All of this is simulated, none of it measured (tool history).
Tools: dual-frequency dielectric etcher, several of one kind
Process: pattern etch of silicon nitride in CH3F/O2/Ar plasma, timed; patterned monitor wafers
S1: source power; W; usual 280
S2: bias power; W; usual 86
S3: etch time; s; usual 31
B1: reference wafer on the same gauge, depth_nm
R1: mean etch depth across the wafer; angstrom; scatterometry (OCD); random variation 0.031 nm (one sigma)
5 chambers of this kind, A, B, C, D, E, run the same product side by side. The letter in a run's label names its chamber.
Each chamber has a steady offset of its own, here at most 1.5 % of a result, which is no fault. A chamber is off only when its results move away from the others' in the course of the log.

run	day	S1	S2	S3	B1	R1
1C	0.342	280	86	31	20.499	200.77
2A	0.671	280	86	31	20.518	200.37
3D	1.138	280	86	31	20.514	199.96
4B	1.488	280	86	31	20.516	200.35
5E	1.979	280	86	31	20.525	203.68
6D	2.558	280	86	31	20.519	199.9
7A	3.138	280	86	31	20.52	200.12
8E	3.788	280	86	31	20.532	204.4
9B	4.092	320	86	23	20.538	156.98
10C	4.721	320	86	23	20.543	157.49
# day 4.75: chamber E: wet clean of the chamber
11A	5.008	320	86	23	20.544	156.4
# day 5.133: chamber B: wet clean of the chamber
12C	5.3	320	86	23	20.546	157.38
13E	5.879	320	86	23	20.548	159.41
14B	6.433	280	86	31	20.559	200.44
15D	6.967	280	86	31	20.56	200.99
16D	7.429	280	86	31	20.556	200.54
# day 7.888: chamber D: wet clean of the chamber
17B	7.908	280	86	31	20.569	201.06
18E	8.488	280	86	31	20.573	204.85
19C	8.996	280	86	31	20.575	201.77
20A	9.417	280	86	31	20.575	200.64
21A	9.875	280	86	31	20.586	201.22
22C	10.525	280	86	31	20.593	201.28
# day 10.721: chamber D: source power generator calibrated
23D	10.971	280	86	31	20.597	201.37
24E	11.521	280	86	31	20.593	204.58
25B	12.1	280	86	31	20.603	201.26
# day 12.242: chamber C: wet clean of the chamber
26B	12.621	280	86	31	20.608	201.49
27C	13	280	86	31	20.606	201.72
28D	13.504	280	86	31	20.608	200.76
29E	14.125	280	96	38	20.616	261.03
30A	14.446	280	96	38	20.623	256.91
# day 14.592: chamber B: source power generator calibrated
31B	15.067	280	96	38	20.617	257.75

What goes on in this fleet: one chamber off, a drifting gauge, or nothing beyond the chambers' own small offsets? Name the chamber and the cause, if any.

The gauge drifts, so all chambers seem to drift together. No chamber is off.
Cause: gauge reads high (%) = 0.633.
